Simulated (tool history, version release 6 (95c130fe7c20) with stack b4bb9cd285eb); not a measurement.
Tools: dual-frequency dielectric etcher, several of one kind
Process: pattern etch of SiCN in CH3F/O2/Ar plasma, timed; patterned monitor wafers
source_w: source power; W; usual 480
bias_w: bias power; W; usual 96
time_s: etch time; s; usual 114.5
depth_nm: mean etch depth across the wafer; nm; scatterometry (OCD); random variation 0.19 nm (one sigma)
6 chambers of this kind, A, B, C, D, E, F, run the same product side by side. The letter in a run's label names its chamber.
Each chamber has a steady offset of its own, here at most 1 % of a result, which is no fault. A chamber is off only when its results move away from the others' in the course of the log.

run,hour,source_w,bias_w,time_s,"read-back reference wafer on the same gauge, depth_nm",depth_nm
1B,6.4,480,96,114.5,41.308,51.340
2D,11.1,480,96,114.5,41.324,51.470
3A,17.9,480,96,114.5,41.279,51.048
4E,23.7,480,96,114.5,41.300,51.122
5C,30.2,590,96,114.5,41.256,54.898
6F,35.5,590,96,114.5,41.315,55.250
7E,41.4,590,96,114.5,41.333,55.047
8F,48.2,590,96,114.5,41.301,55.683
9B,53.3,590,96,114.5,41.308,55.251
10A,58.7,590,96,114.5,41.284,54.915
11D,62.9,480,96,114.5,41.291,51.353
12C,66.7,480,105,93.0,41.314,42.784
13C,72.1,480,105,93.0,41.329,42.609
14D,78.6,480,105,93.0,41.298,42.964
15B,83.5,480,105,93.0,41.271,43.140
16F,88.4,480,105,93.0,41.282,42.954
17E,95.6,480,105,93.0,41.346,43.027
18A,101.8,480,96,114.5,41.319,50.941
19A,107.5,480,96,114.5,41.305,51.151
20D,113.7,480,96,114.5,41.310,51.181
21E,118.5,480,96,114.5,41.278,50.743
22C,123.4,480,96,114.5,41.303,50.987
23F,130.4,480,96,114.5,41.322,51.232
24B,136.2,480,96,114.5,41.287,51.000
25C,143.6,480,96,114.5,41.354,50.764
26A,147.2,480,96,114.5,41.319,51.158
27E,150.5,480,96,114.5,41.289,51.193
28F,155.6,480,96,114.5,41.352,51.501
29D,160.8,480,96,114.5,41.311,51.414
30B,167.9,420,96,94.5,41.297,40.601
31D,171.2,420,96,94.5,41.336,40.546
32F,176.1,420,96,94.5,41.326,40.428
33A,183.7,420,96,94.5,41.329,40.244
34E,191.0,420,96,94.5,41.257,40.107
35C,195.1,420,96,94.5,41.331,39.908
36B,201.6,480,96,100.5,41.285,45.041
37C,206.3,480,96,100.5,41.306,44.717

What goes on in this fleet: one chamber off, a drifting gauge, or nothing beyond the chambers' own small offsets? Name the chamber and the cause, if any.

No chamber stands off beyond its own small offset, and the gauge holds steady.
